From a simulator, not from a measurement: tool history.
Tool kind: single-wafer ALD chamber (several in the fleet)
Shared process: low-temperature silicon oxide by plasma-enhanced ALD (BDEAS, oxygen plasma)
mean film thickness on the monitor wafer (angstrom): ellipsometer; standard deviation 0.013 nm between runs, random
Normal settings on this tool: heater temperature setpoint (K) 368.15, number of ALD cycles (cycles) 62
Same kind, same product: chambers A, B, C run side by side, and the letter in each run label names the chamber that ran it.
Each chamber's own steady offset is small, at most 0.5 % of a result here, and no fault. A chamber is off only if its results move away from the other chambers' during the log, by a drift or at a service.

run	hour	heater temperature setpoint (K)	number of ALD cycles (cycles)	read-back reference wafer on the same gauge, thickness_nm	mean film thickness on the monitor wafer (angstrom)
1C	5.5	368.15	62	9.3760	90.445
2A	13.2	368.15	62	9.3751	90.373
3B	17.3	368.15	62	9.3760	89.847
4A	23.0	368.15	62	9.3787	90.441
5C	31.7	368.15	62	9.3717	90.175
6B	37.2	368.15	62	9.3710	89.981
7A	45.8	368.15	62	9.3670	90.580
8C	53.6	368.15	62	9.3694	90.331
9B	61.5	368.15	62	9.3642	89.662
10A	69.6	368.15	52	9.3634	75.866
11B	74.0	368.15	52	9.3612	75.264
12C	83.4	368.15	52	9.3606	75.745
13A	90.2	368.15	62	9.3571	90.348
14B	97.6	374.15	62	9.3607	88.240
15C	106.2	374.15	62	9.3530	88.403
16A	111.7	374.15	62	9.3525	88.327
17B	117.7	368.15	62	9.3516	89.613
18C	121.8	368.15	62	9.3544	90.174
19C	129.8	368.15	62	9.3524	90.093
20B	136.2	368.15	62	9.3508	89.703
21A	144.9	368.15	62	9.3469	90.335
22A	151.6	368.15	62	9.3463	90.456
23C	157.3	368.15	62	9.3454	90.193
24B	163.8	377.15	62	9.3400	87.465
25C	170.4	377.15	62	9.3387	87.601
26A	178.9	377.15	62	9.3407	87.939
27B	185.8	368.15	62	9.3382	89.489
28C	190.0	368.15	62	9.3378	89.938
29A	194.8	368.15	62	9.3376	90.043
30B	200.2	368.15	62	9.3321	89.332
31C	209.1	368.15	62	9.3299	89.851
# hour 215.3: chamber C: thermocouple changed; heater temperature recalibrated
32A	216.0	368.15	62	9.3309	90.093
33B	223.3	368.15	62	9.3286	89.468
34C	229.8	368.15	62	9.3280	90.029
35B	234.6	368.15	62	9.3289	89.489

The same settings go to every chamber for the next run, one line per chamber below. Forecast the results for each:
36A	241.3	361.15	62		?
36B	241.3	361.15	62		?
36C	241.3	361.15	62		?

run	mean film thickness on the monitor wafer (angstrom)
36A	91.993
36B	91.596
36C	92.156
